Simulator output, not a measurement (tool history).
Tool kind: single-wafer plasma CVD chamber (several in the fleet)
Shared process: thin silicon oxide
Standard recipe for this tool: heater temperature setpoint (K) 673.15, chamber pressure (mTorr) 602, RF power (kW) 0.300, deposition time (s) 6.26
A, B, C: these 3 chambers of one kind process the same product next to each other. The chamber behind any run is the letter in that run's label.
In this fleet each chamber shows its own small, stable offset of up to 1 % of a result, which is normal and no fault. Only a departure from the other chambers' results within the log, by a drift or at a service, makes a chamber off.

run   hour  heater temperature setpoint (K)  chamber pressure (mTorr)  RF power (kW)  deposition time (s)  hours since the last thermocouple change  hours since the last RF generator calibration  hours since the last manometer calibration  read-back reference wafer on the same gauge, thickness_nm  mean film thickness on the monitor wafer (Å)
 1A   12.8                           673.15                       602          0.300                 6.26                                    1071.8                                         1161.9                                      2103.5                                                     10.159                                        85.258
 2B   23.7                           673.15                       602          0.300                 6.26                                    1003.7                                          416.4                                       465.3                                                     10.164                                        86.115
 3C   29.4                           673.15                       602          0.300                 6.26                                    1748.6                                          880.3                                       740.6                                                     10.166                                        85.586
 4B   41.0                           673.15                       602          0.300                 6.26                                    1021.0                                          433.7                                       482.6                                                     10.168                                        86.374
 5A   47.6                           673.15                       602          0.300                 6.26                                    1106.6                                         1196.7                                      2138.3                                                     10.171                                        85.359
 6C   60.3                           673.15                       602          0.300                 6.26                                    1779.5                                          911.2                                       771.5                                                     10.172                                        85.681
 7A   69.8                           673.15                       602          0.300                 6.26                                    1128.8                                         1218.9                                      2160.5                                                     10.175                                        85.188
 8B   82.0                           673.15                       554          0.275                 6.26                                    1062.0                                          474.7                                       523.6                                                     10.177                                        75.995
      92.6  -- chamber A: capacitance manometer re-zeroed and calibrated
 9C   93.2                           673.15                       554          0.275                 6.26                                    1812.4                                          944.1                                       804.4                                                     10.179                                        75.501
10C  105.5                           673.15                       554          0.275                 6.26                                    1824.7                                          956.4                                       816.7                                                     10.185                                        75.226
11A  111.9                           673.15                       602          0.300                 6.26                                    1170.9                                         1261.0                                        19.3                                                     10.180                                        85.339
12B  119.8                           673.15                       602          0.300                 6.26                                    1099.8                                          512.5                                       561.4                                                     10.183                                        86.337
13A  131.6                           673.15                       602          0.300                 6.26                                    1190.6                                         1280.7                                        39.0                                                     10.185                                        85.656
14B  140.2                           673.15                       602          0.300                 6.26                                    1120.2                                          532.9                                       581.8                                                     10.184                                        86.292
15C  152.9                           673.15                       602          0.300                 6.26                                    1872.1                                         1003.8                                       864.1                                                     10.191                                        85.438
16B  165.3                           673.15                       602          0.300                 6.26                                    1145.3                                          558.0                                       606.9                                                     10.194                                        86.366
17C  171.0                           673.15                       722          0.300                 5.16                                    1890.2                                         1021.9                                       882.2                                                     10.193                                        85.592
     172.9  -- chamber A: thermocouple changed; heater temperature recalibrated
18A  178.2                           673.15                       722          0.300                 5.16                                       5.4                                         1327.3                                        85.6                                                     10.198                                        84.945
19A  187.6                           673.15                       722          0.300                 5.16                                      14.8                                         1336.7                                        95.0                                                     10.199                                        85.270
20C  198.9                           673.15                       602          0.300                 6.26                                    1918.1                                         1049.8                                       910.1                                                     10.199                                        85.474
21B  206.5                           673.15                       602          0.300                 6.26                                    1186.5                                          599.2                                       648.1                                                     10.198                                        86.553
22B  217.2                           673.15                       602          0.300                 6.26                                    1197.2                                          609.9                                       658.8                                                     10.202                                        86.514
23A  224.5                           673.15                       602          0.300                 6.26                                      51.7                                         1373.6                                       131.9                                                     10.202                                        85.672
24C  231.3                           673.15                       602          0.300                 6.26                                    1950.5                                         1082.2                                       942.5                                                     10.206                                        85.793
25B  240.7                           673.15                       602          0.300                 6.26                                    1220.7                                          633.4                                       682.3                                                     10.209                                        86.575
26A  248.4                           673.15                       602          0.300                 6.26                                      75.6                                         1397.5                                       155.8                                                     10.208                                        85.788
27C  257.0                           673.15                       602          0.300                 6.26                                    1976.2                                         1107.9                                       968.2                                                     10.210                                        85.767
28C  267.1                           673.15                       602          0.345                 5.10                                    1986.3                                         1118.0                                       978.3                                                     10.211                                        73.937
29A  276.4                           673.15                       602          0.345                 5.10                                     103.6                                         1425.5                                       183.8                                                     10.214                                        73.965

Is one chamber out of step, is the gauge drifting, or do the chambers differ by no more than their own small offsets? For an off chamber, give its letter and the likeliest cause.

Every chamber seems to shift together because the gauge that measures them all drifts; the chambers themselves are fine.
Cause: gauge reads high (%) = 0.557.
